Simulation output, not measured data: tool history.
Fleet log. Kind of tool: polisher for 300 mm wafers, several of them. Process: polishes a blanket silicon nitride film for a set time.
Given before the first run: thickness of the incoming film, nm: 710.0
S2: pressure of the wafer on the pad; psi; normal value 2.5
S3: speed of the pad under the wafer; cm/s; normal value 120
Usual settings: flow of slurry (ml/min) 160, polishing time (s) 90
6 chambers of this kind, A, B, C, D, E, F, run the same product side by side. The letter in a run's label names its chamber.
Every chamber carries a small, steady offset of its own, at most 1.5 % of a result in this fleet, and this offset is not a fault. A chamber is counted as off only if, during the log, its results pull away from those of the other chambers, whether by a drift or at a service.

{"run": "1D", "hour": 9.5, "flow of slurry (ml/min)": 160, "S2": 2.5, "S3": 120, "polishing time (s)": 90, "film removed (Å)": 1192.2}
{"run": "2A", "hour": 17.4, "flow of slurry (ml/min)": 160, "S2": 2.5, "S3": 120, "polishing time (s)": 90, "film removed (Å)": 1179.5}
{"run": "3B", "hour": 25.8, "flow of slurry (ml/min)": 160, "S2": 2.5, "S3": 120, "polishing time (s)": 90, "film removed (Å)": 1183.1}
{"hour": 26.2, "done": "chamber B: worn pad replaced by a new one"}
{"hour": 28.1, "done": "chamber D: worn pad replaced by a new one"}
{"run": "4E", "hour": 36.9, "flow of slurry (ml/min)": 160, "S2": 2.5, "S3": 120, "polishing time (s)": 90, "film removed (Å)": 1169.9}
{"hour": 40.0, "done": "chamber A: worn pad replaced by a new one"}
{"run": "5F", "hour": 46.7, "flow of slurry (ml/min)": 160, "S2": 2.5, "S3": 120, "polishing time (s)": 90, "film removed (Å)": 1191.5}
{"hour": 53.1, "done": "chamber C: worn pad replaced by a new one"}
{"run": "6C", "hour": 54.9, "flow of slurry (ml/min)": 160, "S2": 2.5, "S3": 120, "polishing time (s)": 90, "film removed (Å)": 1211.4}
{"run": "7D", "hour": 63.0, "flow of slurry (ml/min)": 160, "S2": 2.5, "S3": 120, "polishing time (s)": 90, "film removed (Å)": 1206.0}
{"run": "8B", "hour": 69.9, "flow of slurry (ml/min)": 160, "S2": 2.5, "S3": 120, "polishing time (s)": 90, "film removed (Å)": 1187.8}
{"hour": 79.4, "done": "chamber E: worn pad replaced by a new one"}
{"run": "9A", "hour": 79.4, "flow of slurry (ml/min)": 160, "S2": 2.5, "S3": 120, "polishing time (s)": 90, "film removed (Å)": 1175.5}
{"run": "10E", "hour": 85.9, "flow of slurry (ml/min)": 160, "S2": 2.5, "S3": 120, "polishing time (s)": 90, "film removed (Å)": 1178.6}
{"run": "11C", "hour": 93.4, "flow of slurry (ml/min)": 160, "S2": 2.5, "S3": 120, "polishing time (s)": 90, "film removed (Å)": 1217.7}
{"run": "12F", "hour": 102.2, "flow of slurry (ml/min)": 160, "S2": 2.5, "S3": 120, "polishing time (s)": 90, "film removed (Å)": 1198.6}
{"run": "13B", "hour": 111.0, "flow of slurry (ml/min)": 160, "S2": 2.5, "S3": 120, "polishing time (s)": 90, "film removed (Å)": 1200.4}
{"hour": 116.0, "done": "chamber B: worn pad replaced by a new one"}
{"run": "14D", "hour": 116.5, "flow of slurry (ml/min)": 160, "S2": 2.5, "S3": 120, "polishing time (s)": 90, "film removed (Å)": 1180.6}
{"run": "15A", "hour": 122.0, "flow of slurry (ml/min)": 160, "S2": 3.0, "S3": 120, "polishing time (s)": 113, "film removed (Å)": 1789.5}
{"hour": 124.5, "done": "chamber A: worn pad replaced by a new one"}
{"run": "16C", "hour": 129.4, "flow of slurry (ml/min)": 160, "S2": 3.0, "S3": 120, "polishing time (s)": 113, "film removed (Å)": 1834.1}
{"hour": 132.3, "done": "chamber D: worn pad replaced by a new one"}
{"run": "17E", "hour": 138.1, "flow of slurry (ml/min)": 160, "S2": 3.0, "S3": 120, "polishing time (s)": 113, "film removed (Å)": 1781.9}
{"hour": 139.6, "done": "chamber F: slurry nozzle cleaned"}
{"hour": 147.6, "done": "chamber F: worn pad replaced by a new one"}
{"run": "18F", "hour": 148.3, "flow of slurry (ml/min)": 160, "S2": 3.0, "S3": 120, "polishing time (s)": 113, "film removed (Å)": 1796.7}
{"hour": 151.2, "done": "chamber B: slurry nozzle cleaned"}
{"run": "19A", "hour": 157.6, "flow of slurry (ml/min)": 160, "S2": 3.0, "S3": 120, "polishing time (s)": 113, "film removed (Å)": 1795.6}
{"run": "20B", "hour": 169.1, "flow of slurry (ml/min)": 160, "S2": 3.0, "S3": 120, "polishing time (s)": 113, "film removed (Å)": 1807.0}
{"run": "21E", "hour": 178.9, "flow of slurry (ml/min)": 160, "S2": 2.5, "S3": 120, "polishing time (s)": 90, "film removed (Å)": 1158.5}
{"hour": 187.1, "done": "chamber A: head pressure recalibrated"}
{"run": "22D", "hour": 188.3, "flow of slurry (ml/min)": 160, "S2": 2.5, "S3": 150, "polishing time (s)": 90, "film removed (Å)": 1416.0}
{"run": "23C", "hour": 196.2, "flow of slurry (ml/min)": 160, "S2": 2.5, "S3": 150, "polishing time (s)": 90, "film removed (Å)": 1460.2}
{"hour": 197.0, "done": "chamber D: slurry nozzle cleaned"}
{"hour": 202.4, "done": "chamber C: worn pad replaced by a new one"}
{"run": "24F", "hour": 205.5, "flow of slurry (ml/min)": 160, "S2": 2.5, "S3": 150, "polishing time (s)": 90, "film removed (Å)": 1390.6}
{"hour": 211.6, "done": "chamber A: worn pad replaced by a new one"}
{"hour": 212.2, "done": "chamber B: worn pad replaced by a new one"}
{"run": "25B", "hour": 214.3, "flow of slurry (ml/min)": 160, "S2": 2.5, "S3": 150, "polishing time (s)": 90, "film removed (Å)": 1428.9}
{"hour": 219.2, "done": "chamber E: worn pad replaced by a new one"}
{"run": "26A", "hour": 222.7, "flow of slurry (ml/min)": 160, "S2": 2.5, "S3": 150, "polishing time (s)": 90, "film removed (Å)": 1378.4}
{"run": "27F", "hour": 228.1, "flow of slurry (ml/min)": 160, "S2": 2.5, "S3": 150, "polishing time (s)": 90, "film removed (Å)": 1429.0}
{"hour": 235.1, "done": "chamber E: head pressure recalibrated"}
{"run": "28E", "hour": 235.9, "flow of slurry (ml/min)": 160, "S2": 2.5, "S3": 120, "polishing time (s)": 90, "film removed (Å)": 1163.4}
{"hour": 238.3, "done": "chamber D: worn pad replaced by a new one"}
{"hour": 239.0, "done": "chamber F: head pressure recalibrated"}
{"run": "29D", "hour": 244.8, "flow of slurry (ml/min)": 160, "S2": 2.5, "S3": 120, "polishing time (s)": 90, "film removed (Å)": 1178.6}
{"run": "30C", "hour": 254.9, "flow of slurry (ml/min)": 160, "S2": 2.5, "S3": 120, "polishing time (s)": 90, "film removed (Å)": 1218.8}
{"run": "31D", "hour": 266.1, "flow of slurry (ml/min)": 160, "S2": 2.5, "S3": 120, "polishing time (s)": 90, "film removed (Å)": 1200.8}
{"run": "32B", "hour": 274.7, "flow of slurry (ml/min)": 160, "S2": 2.5, "S3": 120, "polishing time (s)": 90, "film removed (Å)": 1173.1}
{"run": "33E", "hour": 285.7, "flow of slurry (ml/min)": 160, "S2": 2.5, "S3": 120, "polishing time (s)": 90, "film removed (Å)": 1177.4}
{"hour": 292.2, "done": "chamber B: worn pad replaced by a new one"}
{"run": "34F", "hour": 295.1, "flow of slurry (ml/min)": 160, "S2": 2.5, "S3": 120, "polishing time (s)": 90, "film removed (Å)": 1187.4}
{"run": "35A", "hour": 304.0, "flow of slurry (ml/min)": 160, "S2": 2.5, "S3": 120, "polishing time (s)": 90, "film removed (Å)": 1187.3}
{"hour": 304.4, "done": "chamber A: worn pad replaced by a new one"}
{"run": "36C", "hour": 310.7, "flow of slurry (ml/min)": 135, "S2": 2.5, "S3": 120, "polishing time (s)": 90, "film removed (Å)": 1163.9}
{"hour": 312.4, "done": "chamber F: worn pad replaced by a new one"}
{"hour": 319.9, "done": "chamber D: worn pad replaced by a new one"}
{"run": "37E", "hour": 320.0, "flow of slurry (ml/min)": 135, "S2": 2.5, "S3": 120, "polishing time (s)": 90, "film removed (Å)": 1126.4}
{"run": "38F", "hour": 331.7, "flow of slurry (ml/min)": 135, "S2": 2.5, "S3": 120, "polishing time (s)": 90, "film removed (Å)": 1150.8}
{"hour": 339.8, "done": "chamber C: worn pad replaced by a new one"}
{"run": "39C", "hour": 341.4, "flow of slurry (ml/min)": 135, "S2": 2.5, "S3": 120, "polishing time (s)": 90, "film removed (Å)": 1167.0}
{"run": "40A", "hour": 350.4, "flow of slurry (ml/min)": 135, "S2": 2.5, "S3": 120, "polishing time (s)": 90, "film removed (Å)": 1143.3}
{"run": "41D", "hour": 359.0, "flow of slurry (ml/min)": 135, "S2": 2.5, "S3": 120, "polishing time (s)": 90, "film removed (Å)": 1180.5}
{"run": "42B", "hour": 367.1, "flow of slurry (ml/min)": 160, "S2": 2.5, "S3": 120, "polishing time (s)": 90, "film removed (Å)": 1171.7}
{"run": "43B", "hour": 373.5, "flow of slurry (ml/min)": 160, "S2": 2.5, "S3": 120, "polishing time (s)": 90, "film removed (Å)": 1185.6}

All 6 chambers run these settings next. Forecast each chamber's results:
{"run": "44A", "hour": 382.1, "flow of slurry (ml/min)": 125, "S2": 2.5, "S3": 120, "polishing time (s)": 90, "film removed (Å)": "?"}
{"run": "44B", "hour": 382.1, "flow of slurry (ml/min)": 125, "S2": 2.5, "S3": 120, "polishing time (s)": 90, "film removed (Å)": "?"}
{"run": "44C", "hour": 382.1, "flow of slurry (ml/min)": 125, "S2": 2.5, "S3": 120, "polishing time (s)": 90, "film removed (Å)": "?"}
{"run": "44D", "hour": 382.1, "flow of slurry (ml/min)": 125, "S2": 2.5, "S3": 120, "polishing time (s)": 90, "film removed (Å)": "?"}
{"run": "44E", "hour": 382.1, "flow of slurry (ml/min)": 125, "S2": 2.5, "S3": 120, "polishing time (s)": 90, "film removed (Å)": "?"}
{"run": "44F", "hour": 382.1, "flow of slurry (ml/min)": 125, "S2": 2.5, "S3": 120, "polishing time (s)": 90, "film removed (Å)": "?"}

run=44A film_removed_(Å)=1122.4
run=44B film_removed_(Å)=1146.1
run=44C film_removed_(Å)=1147.9
run=44D film_removed_(Å)=1163.8
run=44E film_removed_(Å)=1121.0
run=44F film_removed_(Å)=1139.7

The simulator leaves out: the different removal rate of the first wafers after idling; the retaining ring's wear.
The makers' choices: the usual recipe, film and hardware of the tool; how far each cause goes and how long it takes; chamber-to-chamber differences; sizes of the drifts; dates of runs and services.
